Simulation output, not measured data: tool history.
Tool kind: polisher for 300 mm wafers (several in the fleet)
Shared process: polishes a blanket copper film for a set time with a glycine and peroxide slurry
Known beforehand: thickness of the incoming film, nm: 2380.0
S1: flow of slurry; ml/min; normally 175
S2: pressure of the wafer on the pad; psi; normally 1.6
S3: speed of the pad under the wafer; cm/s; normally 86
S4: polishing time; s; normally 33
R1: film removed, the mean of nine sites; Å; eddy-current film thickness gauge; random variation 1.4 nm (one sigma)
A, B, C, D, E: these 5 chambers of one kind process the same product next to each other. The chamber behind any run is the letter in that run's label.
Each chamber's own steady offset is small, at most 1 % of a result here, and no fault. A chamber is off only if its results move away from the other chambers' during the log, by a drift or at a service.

| run | hour | S1 | S2 | S3 | S4 | R1 |
|---|---|---|---|---|---|---|
|  | 1.9 | chamber B: worn pad replaced by a new one |
| 1D | 7.3 | 175 | 1.6 | 86 | 33 | 1185.60 |
| 2B | 15.3 | 175 | 1.6 | 86 | 33 | 1160.90 |
|  | 16.7 | chamber C: worn pad replaced by a new one |
| 3A | 20.1 | 175 | 1.6 | 86 | 33 | 1174.70 |
|  | 24.0 | chamber D: worn pad replaced by a new one |
| 4C | 27.2 | 175 | 1.6 | 86 | 33 | 1137.10 |
| 5E | 36.8 | 175 | 1.6 | 86 | 33 | 1157.70 |
| 6B | 42.3 | 175 | 1.6 | 86 | 33 | 1182.50 |
|  | 45.2 | chamber E: worn pad replaced by a new one |
|  | 48.2 | chamber A: worn pad replaced by a new one |
| 7E | 50.8 | 175 | 1.6 | 86 | 40 | 1433.30 |
| 8D | 56.8 | 175 | 1.6 | 86 | 40 | 1411.90 |
|  | 57.8 | chamber C: head pressure recalibrated |
| 9C | 61.1 | 175 | 1.6 | 86 | 40 | 1399.90 |
| 10A | 70.8 | 175 | 1.6 | 86 | 40 | 1400.50 |
|  | 73.7 | chamber C: worn pad replaced by a new one |
| 11B | 80.0 | 175 | 1.6 | 86 | 40 | 1395.10 |
|  | 83.9 | chamber B: worn pad replaced by a new one |
| 12D | 86.8 | 175 | 1.6 | 86 | 33 | 1153.90 |
| 13E | 94.9 | 175 | 1.6 | 86 | 33 | 1168.20 |
| 14A | 100.1 | 175 | 1.6 | 76 | 25 | 806.93 |
|  | 101.6 | chamber E: worn pad replaced by a new one |
| 15C | 105.7 | 175 | 1.6 | 76 | 25 | 798.38 |
| 16C | 113.1 | 175 | 1.6 | 76 | 25 | 782.47 |
| 17E | 121.1 | 175 | 1.6 | 76 | 25 | 810.54 |
|  | 123.8 | chamber C: worn pad replaced by a new one |
|  | 126.3 | chamber B: slurry nozzle cleaned |
| 18B | 130.1 | 175 | 1.6 | 76 | 25 | 825.59 |
|  | 138.3 | chamber D: worn pad replaced by a new one |
| 19D | 139.0 | 175 | 1.6 | 86 | 33 | 1177.50 |
| 20A | 145.6 | 175 | 1.6 | 86 | 33 | 1171.20 |
| 21E | 150.0 | 175 | 1.6 | 86 | 33 | 1186.90 |
|  | 155.8 | chamber B: worn pad replaced by a new one |
| 22A | 159.3 | 175 | 1.6 | 86 | 33 | 1149.50 |
|  | 163.7 | chamber A: head pressure recalibrated |
| 23B | 166.5 | 175 | 1.6 | 86 | 33 | 1137.20 |
|  | 168.2 | chamber E: worn pad replaced by a new one |
|  | 169.6 | chamber A: worn pad replaced by a new one |
|  | 170.9 | chamber C: worn pad replaced by a new one |
|  | 172.6 | chamber C: slurry nozzle cleaned |
| 24C | 175.1 | 175 | 1.6 | 86 | 33 | 1154.80 |
| 25D | 180.2 | 175 | 1.6 | 86 | 33 | 1154.90 |
| 26A | 188.8 | 175 | 1.6 | 86 | 33 | 1175.30 |
| 27D | 194.4 | 175 | 1.6 | 86 | 33 | 1180.80 |
| 28E | 198.7 | 175 | 1.6 | 86 | 33 | 1161.70 |
| 29C | 205.5 | 175 | 1.6 | 86 | 33 | 1138.60 |
| 30B | 213.1 | 175 | 1.9 | 86 | 33 | 1322.40 |
|  | 216.5 | chamber C: worn pad replaced by a new one |
| 31D | 218.9 | 175 | 1.9 | 86 | 33 | 1350.40 |
|  | 222.0 | chamber E: worn pad replaced by a new one |
| 32A | 225.1 | 175 | 1.9 | 86 | 33 | 1329.00 |
| 33E | 232.8 | 175 | 1.9 | 86 | 33 | 1301.30 |
| 34C | 237.5 | 175 | 1.9 | 86 | 33 | 1302.80 |
| 35B | 246.1 | 175 | 1.6 | 86 | 33 | 1156.20 |

All chambers now run identical settings, listed one chamber a line with results as question marks. What results will each chamber show?
| 36A | 253.1 | 175 | 1.6 | 96 | 33 | ? |
| 36B | 253.1 | 175 | 1.6 | 96 | 33 | ? |
| 36C | 253.1 | 175 | 1.6 | 96 | 33 | ? |
| 36D | 253.1 | 175 | 1.6 | 96 | 33 | ? |
| 36E | 253.1 | 175 | 1.6 | 96 | 33 | ? |

| run | R1 |
|---|---|
| 36A | 1255.20 |
| 36B | 1270.90 |
| 36C | 1249.70 |
| 36D | 1258.40 |
| 36E | 1274.50 |
